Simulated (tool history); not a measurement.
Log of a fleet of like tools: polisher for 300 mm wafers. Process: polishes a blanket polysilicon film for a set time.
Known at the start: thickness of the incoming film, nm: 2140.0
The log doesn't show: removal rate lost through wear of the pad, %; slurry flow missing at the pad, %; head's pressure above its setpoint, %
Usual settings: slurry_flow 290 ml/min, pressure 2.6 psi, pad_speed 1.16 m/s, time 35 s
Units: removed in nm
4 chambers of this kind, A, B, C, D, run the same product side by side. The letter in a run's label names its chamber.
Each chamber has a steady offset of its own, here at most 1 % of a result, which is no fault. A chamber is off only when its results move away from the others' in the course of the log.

run   hour  slurry_flow  pressure  pad_speed  time  wafers polished on this pad  hours since the slurry nozzle was cleaned  hours since the head pressure was calibrated  removed
       4.4  -- chamber B: worn pad replaced by a new one
 1C   11.3          290       2.6       1.16    35                          815                                      272.3                                        1454.0   333.41
      16.1  -- chamber D: worn pad replaced by a new one
 2A   19.0          290       2.6       1.16    35                         1298                                      155.7                                         144.3   342.24
      26.1  -- chamber B: head pressure recalibrated
      29.1  -- chamber A: worn pad replaced by a new one
 3D   31.7          290       2.6       1.16    35                          199                                       80.6                                         540.1   350.94
 4B   40.8          290       2.6       1.16    35                          464                                      595.7                                          14.8   349.75
 5C   48.1          290       2.6       1.16    35                         1283                                      309.1                                        1490.8   348.24
 6B   56.4          290       2.6       1.16    35                          663                                      611.3                                          30.4   348.21
      59.5  -- chamber A: slurry nozzle cleaned
      60.1  -- chamber C: head pressure recalibrated
 7A   69.3          290       2.6       1.16    35                          512                                        9.9                                         194.6   343.15
      71.9  -- chamber C: worn pad replaced by a new one
 8D   76.5          290       2.6       1.16    35                          770                                      125.4                                         584.9   337.51
      78.1  -- chamber D: worn pad replaced by a new one
      85.6  -- chamber B: worn pad replaced by a new one
 9C   89.7          290       2.6       1.16    35                          226                                      350.7                                          29.6   342.60
10B   98.2          290       2.6       1.16    35                          161                                      653.1                                          72.2   354.14
11A  109.5          290       2.6       1.16    35                         1024                                       50.1                                         234.8   338.19
12D  118.5          290       2.6       1.16    35                          515                                      167.4                                         626.9   345.13
13D  130.4          290       2.6       1.16    35                          666                                      179.3                                         638.8   349.80
     135.7  -- chamber B: slurry nozzle cleaned
14B  139.9          290       2.6       1.16    35                          692                                        4.3                                         113.9   353.96
     143.1  -- chamber A: worn pad replaced by a new one
15C  145.6          290       2.6       1.16    35                          938                                      406.6                                          85.5   346.12
     146.1  -- chamber D: worn pad replaced by a new one
     150.6  -- chamber B: worn pad replaced by a new one
16A  154.4          290       2.6       1.16    35                          144                                       95.0                                         279.7   340.82
17B  165.3          290       2.6       1.16    35                          187                                       29.7                                         139.3   346.62
18A  173.3          290       2.6       1.40    35                          384                                      113.9                                         298.6   416.81
     180.0  -- chamber C: worn pad replaced by a new one
19D  181.0          290       2.6       1.40    35                          445                                      229.9                                         689.4   428.33
     184.8  -- chamber D: head pressure recalibrated
20C  194.0          290       2.6       1.40    35                          178                                      455.0                                         133.9   414.64
21B  206.7          290       2.6       1.40    35                          715                                       71.1                                         180.7   413.63
     208.0  -- chamber D: worn pad replaced by a new one
22A  218.8          190       2.6       0.96    35                          964                                      159.4                                         344.1   276.17
23D  228.7          190       2.6       0.96    35                          264                                      277.6                                          43.9   274.77
     229.3  -- chamber B: worn pad replaced by a new one
24C  239.2          190       2.6       0.96    35                          754                                      500.2                                         179.1   272.11
     245.4  -- chamber A: worn pad replaced by a new one
25B  246.1          190       2.6       0.96    35                          214                                      110.5                                         220.1   276.06
26A  255.1          290       2.6       1.16    35                          123                                      195.7                                         380.4   349.87
     260.3  -- chamber D: slurry nozzle cleaned
27C  265.9          290       2.6       1.16    35                         1094                                      526.9                                         205.8   343.68
     269.1  -- chamber A: slurry nozzle cleaned
28D  274.0          290       2.6       1.16    35                          841                                       13.7                                          89.2   344.46
     276.1  -- chamber C: worn pad replaced by a new one
29A  284.8          290       2.9       1.16    43                          502                                       15.8                                         410.1   499.67
     287.0  -- chamber D: worn pad replaced by a new one
     290.7  -- chamber B: worn pad replaced by a new one
30C  290.7          290       2.9       1.16    43                          186                                      551.7                                         230.6   462.73
31D  303.3          290       2.9       1.16    43                          208                                       43.0                                         118.5   481.45
32B  310.5          290       2.9       1.16    43                          253                                      174.9                                         284.5   480.90
33A  317.2          290       2.1       1.16    39                          915                                       48.2                                         442.5   321.31
34B  323.5          290       2.1       1.16    39                          418                                      187.9                                         297.5   306.87
35D  329.6          290       2.1       1.16    39                          543                                       69.3                                         144.8   309.89
36C  342.8          290       2.1       1.16    39                          850                                      603.8                                         282.7   305.01
37B  355.5          290       2.6       1.16    35                          826                                      219.9                                         329.5   346.00

What goes on in this fleet: one chamber off, a drifting gauge, or nothing beyond the chambers' own small offsets? Name the chamber and the cause, if any.

Chamber A drifts away from the others.
Cause: head's pressure above its setpoint, % = 7.92.

Here are 4 candidates for chamber A's next run, each the usual settings with a change, their results left as question marks. Which one brings its results back in line with what the others give on the usual settings?
In line means no further than this from the other chambers' mean on the usual settings: removed 15.00 nm
38A-1  365.0          290       2.5       1.10    33                                                                                                                              ?
38A-2  365.0          290       2.8       1.24    35                                                                                                                              ?
38A-3  365.0          290       2.7       1.18    36                                                                                                                              ?
38A-4  365.0          290       2.5       1.12    35                                                                                                                              ?

The other chambers' mean on the usual settings: removed 343.37 nm
  run  removed
38A-1   317.25
38A-2   423.65
38A-3   400.24
38A-4   342.53
38A-4 brings the chamber back in line.
